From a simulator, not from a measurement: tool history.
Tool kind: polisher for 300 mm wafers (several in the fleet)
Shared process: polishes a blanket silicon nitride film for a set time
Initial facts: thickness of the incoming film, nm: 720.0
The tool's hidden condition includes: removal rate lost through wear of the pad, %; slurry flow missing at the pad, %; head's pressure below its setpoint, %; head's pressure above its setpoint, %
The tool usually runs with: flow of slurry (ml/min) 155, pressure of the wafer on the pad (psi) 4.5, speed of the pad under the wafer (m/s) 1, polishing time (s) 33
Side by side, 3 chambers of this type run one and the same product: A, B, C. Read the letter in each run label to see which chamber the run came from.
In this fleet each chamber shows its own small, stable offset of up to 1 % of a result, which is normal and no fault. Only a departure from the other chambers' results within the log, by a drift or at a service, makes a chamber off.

| run | hour | flow of slurry (ml/min) | pressure of the wafer on the pad (psi) | speed of the pad under the wafer (m/s) | polishing time (s) | wafers polished on this pad | hours since the slurry nozzle was cleaned | hours since the head pressure was calibrated | film removed (angstrom) |
|---|---|---|---|---|---|---|---|---|---|
| 1A | 4.4 | 155 | 4.5 | 1 | 33 | 435 | 404.4 | 470.3 | 634.26 |
| 2B | 8 | 155 | 4.5 | 1 | 33 | 514 | 49.4 | 472.4 | 644.96 |
| 3C | 12.2 | 155 | 4.5 | 1 | 33 | 1194 | 174.1 | 272.8 | 633.43 |
| 4B | 15.8 | 155 | 4.5 | 1 | 33 | 616 | 57.2 | 480.2 | 647.58 |
| 5A | 19.3 | 155 | 4.5 | 1 | 33 | 630 | 419.3 | 485.2 | 635.07 |
| 6C | 21.8 | 155 | 4.5 | 1 | 33 | 1319 | 183.7 | 282.4 | 631.2 |
| 7C | 26.7 | 155 | 4.5 | 1 | 33 | 1384 | 188.6 | 287.3 | 636.85 |
| 8B | 29.3 | 155 | 4.5 | 1 | 33 | 793 | 70.7 | 493.7 | 640.02 |
|  | 32.6 | chamber C: worn pad replaced by a new one |
| 9A | 34.6 | 155 | 4.5 | 1 | 33 | 830 | 434.6 | 500.5 | 646.18 |
|  | 36.3 | chamber A: worn pad replaced by a new one |
| 10A | 37.7 | 155 | 4.5 | 1 | 33 | 18 | 437.7 | 503.6 | 633.79 |
| 11C | 42.5 | 155 | 4.5 | 1 | 33 | 130 | 204.4 | 303.1 | 634.54 |
|  | 45.7 | chamber B: worn pad replaced by a new one |
| 12B | 46.4 | 155 | 4.5 | 1 | 33 | 10 | 87.8 | 510.8 | 641.82 |
| 13A | 51.6 | 155 | 4.5 | 0.66 | 44 | 200 | 451.6 | 517.5 | 620.36 |
| 14B | 56.1 | 155 | 4.5 | 0.66 | 44 | 137 | 97.5 | 520.5 | 614.95 |
| 15C | 61.1 | 155 | 4.5 | 0.66 | 44 | 374 | 223 | 321.7 | 610.15 |
| 16C | 64.3 | 155 | 4.5 | 1 | 33 | 415 | 226.2 | 324.9 | 637.75 |
| 17B | 68.7 | 125 | 4.5 | 1 | 24 | 302 | 110.1 | 533.1 | 450.58 |
| 18A | 71.4 | 125 | 4.5 | 1 | 24 | 460 | 471.4 | 537.3 | 439.64 |
| 19B | 73.9 | 125 | 4.5 | 1 | 24 | 370 | 115.3 | 538.3 | 450.45 |
| 20A | 76.6 | 155 | 4.5 | 1 | 43 | 528 | 476.6 | 542.5 | 810.22 |
|  | 80.5 | chamber C: head pressure recalibrated |
| 21C | 81.3 | 155 | 4.5 | 1 | 43 | 638 | 243.2 | 0.9 | 813.14 |
| 22A | 84.1 | 155 | 4.5 | 1 | 43 | 626 | 484.1 | 550 | 811.43 |
| 23B | 87.2 | 155 | 4.5 | 1 | 33 | 545 | 128.6 | 551.6 | 641.33 |
| 24C | 91.5 | 155 | 4.5 | 1 | 33 | 772 | 253.4 | 11.1 | 626.21 |
| 25C | 94.8 | 155 | 4.5 | 1 | 33 | 815 | 256.7 | 14.4 | 633.36 |
| 26A | 97.7 | 155 | 4.5 | 1 | 33 | 804 | 497.7 | 563.6 | 606.37 |
| 27B | 102 | 155 | 4.5 | 1 | 33 | 739 | 143.4 | 566.4 | 650.51 |
|  | 103.9 | chamber A: worn pad replaced by a new one |
| 28B | 104.9 | 155 | 4.5 | 1 | 33 | 777 | 146.3 | 569.3 | 650.43 |
| 29A | 109.2 | 155 | 4.5 | 1 | 33 | 70 | 509.2 | 575.1 | 606.62 |
| 30C | 113.7 | 155 | 4.5 | 1 | 33 | 1063 | 275.6 | 33.3 | 635.12 |
|  | 115.3 | chamber B: worn pad replaced by a new one |
| 31B | 117.1 | 155 | 4.5 | 1 | 33 | 23 | 158.5 | 581.5 | 642.63 |
| 32C | 119.9 | 155 | 4.5 | 1 | 33 | 1144 | 281.8 | 39.5 | 631.95 |
| 33A | 124.8 | 155 | 4.5 | 1 | 33 | 274 | 524.8 | 590.7 | 594.95 |
| 34A | 127.8 | 155 | 4.5 | 1 | 33 | 314 | 527.8 | 593.7 | 589.35 |
| 35C | 132.2 | 155 | 4.5 | 1 | 33 | 1305 | 294.1 | 51.8 | 636.44 |

Decide between three cases: one chamber stands off from its peers, the gauge reading all wafers drifts, or nothing is wrong past each chamber's small offset. Where a chamber is off, say which and what most likely put it there.

One chamber, A, drifts off from the rest bit by bit.
Likeliest cause: head's pressure below its setpoint, % = 8.27.
It could be hard to tell apart here from: slurry flow missing at the pad, %.

Below are 4 candidate recipes for chamber A's next run, each the usual settings with a change, their results shown as question marks. Which of them brings A's results back in line with what the other chambers give on the usual settings?
Counts as in line when no further than this from what the other chambers average on the usual settings: film removed (angstrom) 15
| 36A-1 | 136 | 155 | 4.5 | 0.9 | 33 |  |  |  | ? |
| 36A-2 | 136 | 155 | 4.5 | 1 | 36 |  |  |  | ? |
| 36A-3 | 136 | 150 | 4.5 | 0.86 | 33 |  |  |  | ? |
| 36A-4 | 136 | 155 | 4.7 | 1.04 | 35 |  |  |  | ? |

Usual-settings mean across the other chambers: film removed (angstrom) 637.77
| run | film removed (angstrom) |
|---|---|
| 36A-1 | 538.43 |
| 36A-2 | 638.99 |
| 36A-3 | 516.31 |
| 36A-4 | 669.71 |
36A-2 puts the chamber back in line with the other chambers.
